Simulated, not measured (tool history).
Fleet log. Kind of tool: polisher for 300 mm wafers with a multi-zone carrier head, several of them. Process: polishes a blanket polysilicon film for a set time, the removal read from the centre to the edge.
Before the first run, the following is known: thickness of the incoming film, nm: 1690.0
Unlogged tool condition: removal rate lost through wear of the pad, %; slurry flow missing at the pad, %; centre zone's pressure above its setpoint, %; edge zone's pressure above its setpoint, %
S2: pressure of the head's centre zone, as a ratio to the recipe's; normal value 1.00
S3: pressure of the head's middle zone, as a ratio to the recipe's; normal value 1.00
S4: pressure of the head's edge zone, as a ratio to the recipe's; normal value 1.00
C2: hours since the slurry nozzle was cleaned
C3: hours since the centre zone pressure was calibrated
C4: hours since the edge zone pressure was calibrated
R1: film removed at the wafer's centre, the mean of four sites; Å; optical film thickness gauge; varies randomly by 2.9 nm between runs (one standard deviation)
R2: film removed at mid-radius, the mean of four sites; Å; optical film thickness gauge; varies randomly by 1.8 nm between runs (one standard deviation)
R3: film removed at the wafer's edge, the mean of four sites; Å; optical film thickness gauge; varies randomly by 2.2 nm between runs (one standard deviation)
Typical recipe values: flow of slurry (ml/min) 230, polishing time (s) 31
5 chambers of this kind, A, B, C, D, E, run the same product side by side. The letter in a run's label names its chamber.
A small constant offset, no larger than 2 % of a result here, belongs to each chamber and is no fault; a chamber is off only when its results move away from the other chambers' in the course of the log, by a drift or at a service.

-- hour=4.9 chamber D: worn pad replaced by a new one
run 1D hour=7.2 | flow_of_slurry_(ml/min)=230 S2=1.00 S3=1.00 S4=1.00 polishing_time_(s)=31 | wafers_polished_on_this_pad=25 C2=460.3 C3=168.3 C4=232.4 | R1=2072.4 R2=2119.8 R3=2164.1
-- hour=14.1 chamber C: worn pad replaced by a new one
-- hour=18.1 chamber A: slurry nozzle cleaned
-- hour=19.0 chamber B: worn pad replaced by a new one
run 2B hour=20.6 | flow_of_slurry_(ml/min)=230 S2=1.00 S3=1.00 S4=1.00 polishing_time_(s)=31 | wafers_polished_on_this_pad=17 C2=409.4 C3=1009.5 C4=607.5 | R1=2158.8 R2=2104.1 R3=2150.6
-- hour=25.9 chamber B: centre zone pressure recalibrated
run 3E hour=28.6 | flow_of_slurry_(ml/min)=230 S2=1.00 S3=1.00 S4=1.00 polishing_time_(s)=31 | wafers_polished_on_this_pad=1303 C2=214.7 C3=1098.5 C4=39.4 | R1=2095.3 R2=2140.5 R3=2097.2
-- hour=31.9 chamber B: slurry nozzle cleaned
run 4A hour=42.3 | flow_of_slurry_(ml/min)=230 S2=1.00 S3=1.00 S4=1.00 polishing_time_(s)=31 | wafers_polished_on_this_pad=794 C2=24.2 C3=207.5 C4=113.6 | R1=2074.0 R2=2088.9 R3=2116.0
run 5C hour=52.9 | flow_of_slurry_(ml/min)=230 S2=1.00 S3=1.00 S4=1.00 polishing_time_(s)=31 | wafers_polished_on_this_pad=422 C2=360.8 C3=156.0 C4=305.9 | R1=2102.5 R2=2145.1 R3=2146.8
-- hour=58.0 chamber A: worn pad replaced by a new one
run 6A hour=66.4 | flow_of_slurry_(ml/min)=230 S2=1.00 S3=1.00 S4=1.00 polishing_time_(s)=31 | wafers_polished_on_this_pad=91 C2=48.3 C3=231.6 C4=137.7 | R1=2129.3 R2=2109.0 R3=2138.8
run 7E hour=77.8 | flow_of_slurry_(ml/min)=275 S2=1.00 S3=1.00 S4=1.00 polishing_time_(s)=31 | wafers_polished_on_this_pad=1837 C2=263.9 C3=1147.7 C4=88.6 | R1=2167.5 R2=2179.5 R3=2116.0
run 8D hour=90.9 | flow_of_slurry_(ml/min)=275 S2=1.00 S3=1.00 S4=1.00 polishing_time_(s)=31 | wafers_polished_on_this_pad=934 C2=544.0 C3=252.0 C4=316.1 | R1=2154.8 R2=2172.2 R3=2171.1
-- hour=103.9 chamber D: worn pad replaced by a new one
run 9B hour=105.2 | flow_of_slurry_(ml/min)=275 S2=1.00 S3=1.00 S4=1.00 polishing_time_(s)=31 | wafers_polished_on_this_pad=936 C2=73.4 C3=79.4 C4=692.1 | R1=2178.5 R2=2165.0 R3=2169.5
-- hour=110.2 chamber E: centre zone pressure recalibrated
run 10C hour=114.1 | flow_of_slurry_(ml/min)=275 S2=1.00 S3=1.00 S4=1.00 polishing_time_(s)=31 | wafers_polished_on_this_pad=1087 C2=422.0 C3=217.2 C4=367.1 | R1=2144.4 R2=2129.0 R3=2152.2
-- hour=116.8 chamber C: worn pad replaced by a new one
run 11D hour=128.5 | flow_of_slurry_(ml/min)=275 S2=1.00 S3=1.00 S4=1.00 polishing_time_(s)=31 | wafers_polished_on_this_pad=268 C2=581.6 C3=289.6 C4=353.7 | R1=2179.9 R2=2153.4 R3=2169.1
-- hour=129.4 chamber B: worn pad replaced by a new one
run 12B hour=140.3 | flow_of_slurry_(ml/min)=230 S2=1.00 S3=1.00 S4=1.00 polishing_time_(s)=31 | wafers_polished_on_this_pad=118 C2=108.5 C3=114.5 C4=727.2 | R1=2094.5 R2=2123.1 R3=2135.4
run 13A hour=151.7 | flow_of_slurry_(ml/min)=230 S2=1.00 S3=1.00 S4=1.00 polishing_time_(s)=31 | wafers_polished_on_this_pad=1018 C2=133.6 C3=316.9 C4=223.0 | R1=2087.1 R2=2044.7 R3=2085.9
-- hour=154.2 chamber A: worn pad replaced by a new one
run 14C hour=165.0 | flow_of_slurry_(ml/min)=230 S2=1.00 S3=1.00 S4=1.00 polishing_time_(s)=31 | wafers_polished_on_this_pad=523 C2=472.9 C3=268.1 C4=418.0 | R1=2156.8 R2=2130.4 R3=2102.4
-- hour=166.9 chamber D: slurry nozzle cleaned
-- hour=174.8 chamber E: slurry nozzle cleaned
run 15E hour=179.1 | flow_of_slurry_(ml/min)=230 S2=1.00 S3=1.00 S4=1.00 polishing_time_(s)=31 | wafers_polished_on_this_pad=2938 C2=4.4 C3=69.0 C4=189.9 | R1=2100.4 R2=2133.9 R3=2096.3
run 16A hour=187.2 | flow_of_slurry_(ml/min)=230 S2=1.00 S3=1.00 S4=1.00 polishing_time_(s)=31 | wafers_polished_on_this_pad=359 C2=169.1 C3=352.4 C4=258.5 | R1=2133.0 R2=2145.3 R3=2152.5
run 17C hour=201.1 | flow_of_slurry_(ml/min)=230 S2=1.00 S3=1.00 S4=1.00 polishing_time_(s)=31 | wafers_polished_on_this_pad=916 C2=509.0 C3=304.2 C4=454.1 | R1=2108.1 R2=2103.6 R3=2113.4
-- hour=201.9 chamber C: worn pad replaced by a new one
-- hour=202.5 chamber D: centre zone pressure recalibrated
run 18D hour=212.6 | flow_of_slurry_(ml/min)=230 S2=1.00 S3=1.04 S4=1.00 polishing_time_(s)=31 | wafers_polished_on_this_pad=1181 C2=45.8 C3=10.2 C4=437.8 | R1=2055.0 R2=2147.8 R3=2159.1
-- hour=217.9 chamber C: slurry nozzle cleaned
-- hour=219.2 chamber D: worn pad replaced by a new one
run 19B hour=222.0 | flow_of_slurry_(ml/min)=230 S2=1.00 S3=1.04 S4=1.00 polishing_time_(s)=31 | wafers_polished_on_this_pad=1006 C2=190.2 C3=196.2 C4=808.9 | R1=2110.9 R2=2176.3 R3=2129.5
run 20E hour=235.4 | flow_of_slurry_(ml/min)=230 S2=1.00 S3=1.04 S4=1.00 polishing_time_(s)=31 | wafers_polished_on_this_pad=3549 C2=60.7 C3=125.3 C4=246.2 | R1=2127.2 R2=2207.7 R3=2080.9
-- hour=241.6 chamber A: worn pad replaced by a new one
run 21B hour=245.7 | flow_of_slurry_(ml/min)=230 S2=1.00 S3=1.04 S4=1.00 polishing_time_(s)=31 | wafers_polished_on_this_pad=1263 C2=213.9 C3=219.9 C4=832.6 | R1=2122.3 R2=2190.1 R3=2107.3
-- hour=251.9 chamber B: worn pad replaced by a new one
run 22A hour=253.6 | flow_of_slurry_(ml/min)=230 S2=1.00 S3=1.04 S4=1.00 polishing_time_(s)=31 | wafers_polished_on_this_pad=131 C2=235.5 C3=418.8 C4=324.9 | R1=2106.9 R2=2204.3 R3=2144.8
run 23D hour=264.6 | flow_of_slurry_(ml/min)=230 S2=1.00 S3=1.00 S4=1.00 polishing_time_(s)=31 | wafers_polished_on_this_pad=493 C2=97.8 C3=62.2 C4=489.8 | R1=2065.4 R2=2102.2 R3=2163.0
run 24E hour=278.7 | flow_of_slurry_(ml/min)=280 S2=1.00 S3=1.00 S4=1.00 polishing_time_(s)=31 | wafers_polished_on_this_pad=4020 C2=104.0 C3=168.6 C4=289.5 | R1=2193.9 R2=2162.0 R3=2119.5
run 25C hour=292.9 | flow_of_slurry_(ml/min)=280 S2=1.00 S3=1.00 S4=1.00 polishing_time_(s)=31 | wafers_polished_on_this_pad=989 C2=75.0 C3=396.0 C4=545.9 | R1=2162.0 R2=2153.0 R3=2145.9
-- hour=304.0 chamber C: worn pad replaced by a new one
run 26E hour=307.6 | flow_of_slurry_(ml/min)=280 S2=1.00 S3=1.00 S4=1.00 polishing_time_(s)=31 | wafers_polished_on_this_pad=4334 C2=132.9 C3=197.5 C4=318.4 | R1=2087.9 R2=2119.4 R3=2095.0
run 27C hour=315.4 | flow_of_slurry_(ml/min)=280 S2=1.00 S3=1.00 S4=1.00 polishing_time_(s)=31 | wafers_polished_on_this_pad=124 C2=97.5 C3=418.5 C4=568.4 | R1=2182.1 R2=2146.4 R3=2192.7
run 28B hour=322.3 | flow_of_slurry_(ml/min)=280 S2=1.00 S3=1.00 S4=1.00 polishing_time_(s)=31 | wafers_polished_on_this_pad=765 C2=290.5 C3=296.5 C4=909.2 | R1=2150.8 R2=2179.4 R3=2162.6
-- hour=322.7 chamber D: edge zone pressure recalibrated
run 29A hour=329.6 | flow_of_slurry_(ml/min)=230 S2=1.00 S3=1.00 S4=1.00 polishing_time_(s)=31 | wafers_polished_on_this_pad=956 C2=311.5 C3=494.8 C4=400.9 | R1=2129.6 R2=2088.3 R3=2065.8
-- hour=336.1 chamber A: slurry nozzle cleaned
-- hour=336.6 chamber D: worn pad replaced by a new one
-- hour=341.8 chamber B: edge zone pressure recalibrated
run 30D hour=344.5 | flow_of_slurry_(ml/min)=230 S2=1.05 S3=1.00 S4=0.90 polishing_time_(s)=31 | wafers_polished_on_this_pad=86 C2=177.7 C3=142.1 C4=21.8 | R1=2279.9 R2=2115.8 R3=2007.0
-- hour=344.7 chamber A: worn pad replaced by a new one
-- hour=348.6 chamber C: centre zone pressure recalibrated
-- hour=348.9 chamber A: edge zone pressure recalibrated
run 31D hour=353.0 | flow_of_slurry_(ml/min)=230 S2=1.05 S3=1.00 S4=0.90 polishing_time_(s)=31 | wafers_polished_on_this_pad=179 C2=186.2 C3=150.6 C4=30.3 | R1=2238.9 R2=2132.7 R3=1996.8
run 32E hour=360.6 | flow_of_slurry_(ml/min)=230 S2=1.05 S3=1.00 S4=0.90 polishing_time_(s)=31 | wafers_polished_on_this_pad=4909 C2=185.9 C3=250.5 C4=371.4 | R1=2088.9 R2=2079.0 R3=1880.8
-- hour=364.3 chamber B: worn pad replaced by a new one
-- hour=367.5 chamber B: slurry nozzle cleaned
run 33C hour=370.4 | flow_of_slurry_(ml/min)=230 S2=1.05 S3=1.00 S4=0.90 polishing_time_(s)=31 | wafers_polished_on_this_pad=721 C2=152.5 C3=21.8 C4=623.4 | R1=2222.8 R2=2107.9 R3=1988.2
run 34B hour=381.3 | flow_of_slurry_(ml/min)=230 S2=1.05 S3=1.00 S4=0.90 polishing_time_(s)=31 | wafers_polished_on_this_pad=185 C2=13.9 C3=355.5 C4=39.5 | R1=2270.6 R2=2126.7 R3=1987.3
run 35A hour=394.5 | flow_of_slurry_(ml/min)=230 S2=1.00 S3=1.00 S4=1.00 polishing_time_(s)=31 | wafers_polished_on_this_pad=541 C2=58.4 C3=559.7 C4=45.6 | R1=2068.0 R2=2127.8 R3=2105.3
run 36B hour=406.6 | flow_of_slurry_(ml/min)=230 S2=1.00 S3=1.00 S4=1.00 polishing_time_(s)=31 | wafers_polished_on_this_pad=460 C2=39.2 C3=380.8 C4=64.8 | R1=2099.0 R2=2092.3 R3=2095.2
-- hour=409.5 chamber C: worn pad replaced by a new one
run 37D hour=415.3 | flow_of_slurry_(ml/min)=230 S2=1.00 S3=1.00 S4=0.95 polishing_time_(s)=31 | wafers_polished_on_this_pad=855 C2=248.5 C3=212.9 C4=92.6 | R1=2115.7 R2=2127.9 R3=2093.2
run 38A hour=427.7 | flow_of_slurry_(ml/min)=230 S2=1.00 S3=1.00 S4=0.95 polishing_time_(s)=31 | wafers_polished_on_this_pad=901 C2=91.6 C3=592.9 C4=78.8 | R1=2115.5 R2=2115.7 R3=2056.9
-- hour=434.9 chamber D: worn pad replaced by a new one
run 39E hour=435.6 | flow_of_slurry_(ml/min)=230 S2=1.00 S3=1.00 S4=0.95 polishing_time_(s)=31 | wafers_polished_on_this_pad=5724 C2=260.9 C3=325.5 C4=446.4 | R1=2023.5 R2=1997.1 R3=1913.6
run 40C hour=446.8 | flow_of_slurry_(ml/min)=230 S2=1.00 S3=1.00 S4=0.95 polishing_time_(s)=31 | wafers_polished_on_this_pad=405 C2=228.9 C3=98.2 C4=699.8 | R1=2128.3 R2=2131.3 R3=2064.4
run 41C hour=455.9 | flow_of_slurry_(ml/min)=230 S2=1.00 S3=1.00 S4=0.95 polishing_time_(s)=31 | wafers_polished_on_this_pad=504 C2=238.0 C3=107.3 C4=708.9 | R1=2107.6 R2=2101.1 R3=2066.5
run 42B hour=464.0 | flow_of_slurry_(ml/min)=230 S2=1.00 S3=1.00 S4=1.00 polishing_time_(s)=31 | wafers_polished_on_this_pad=1083 C2=96.6 C3=438.2 C4=122.2 | R1=2111.7 R2=2139.2 R3=2082.8
run 43D hour=471.3 | flow_of_slurry_(ml/min)=230 S2=1.00 S3=1.00 S4=1.00 polishing_time_(s)=31 | wafers_polished_on_this_pad=396 C2=304.5 C3=268.9 C4=148.6 | R1=2118.1 R2=2114.7 R3=2186.5

Does one chamber stand apart from the rest, does the shared gauge drift, or is all well apart from small per-chamber offsets? Give the chamber and the most likely cause, where there is one.

Chamber E drifts away from the others.
Most likely cause: removal rate lost through wear of the pad, % = 7.32.
The log may not separate it from: slurry flow missing at the pad, %.

Which of the 4 candidates below, each the usual settings with something changed and its results left as question marks, puts chamber E back in line with what the other chambers give on the usual settings?
A result is in line if it is within this distance of the other chambers' mean on the usual settings: R1 100.0 Å; R2 61.0 Å; R3 78.0 Å
run 44E-1 hour=482.2 | flow_of_slurry_(ml/min)=230 S2=0.98 S3=0.97 S4=1.03 polishing_time_(s)=35 | R1=? R2=? R3=?
run 44E-2 hour=482.2 | flow_of_slurry_(ml/min)=230 S2=1.02 S3=1.03 S4=0.97 polishing_time_(s)=27 | R1=? R2=? R3=?
run 44E-3 hour=482.2 | flow_of_slurry_(ml/min)=230 S2=0.99 S3=0.99 S4=1.02 polishing_time_(s)=33 | R1=? R2=? R3=?
run 44E-4 hour=482.2 | flow_of_slurry_(ml/min)=230 S2=1.01 S3=1.02 S4=0.98 polishing_time_(s)=29 | R1=? R2=? R3=?

The mean the other chambers reach with the usual settings: R1 2097.9 Å; R2 2098.3 Å; R3 2111.7 Å
run=44E-1 R1=2173.3 R2=2174.5 R3=2218.0
run=44E-2 R1=1752.1 R2=1772.8 R3=1656.7
run=44E-3 R1=2072.3 R2=2089.1 R3=2079.9
run=44E-4 R1=1861.7 R2=1887.1 R3=1789.1
It is 44E-3 that realigns the chamber with its peers.
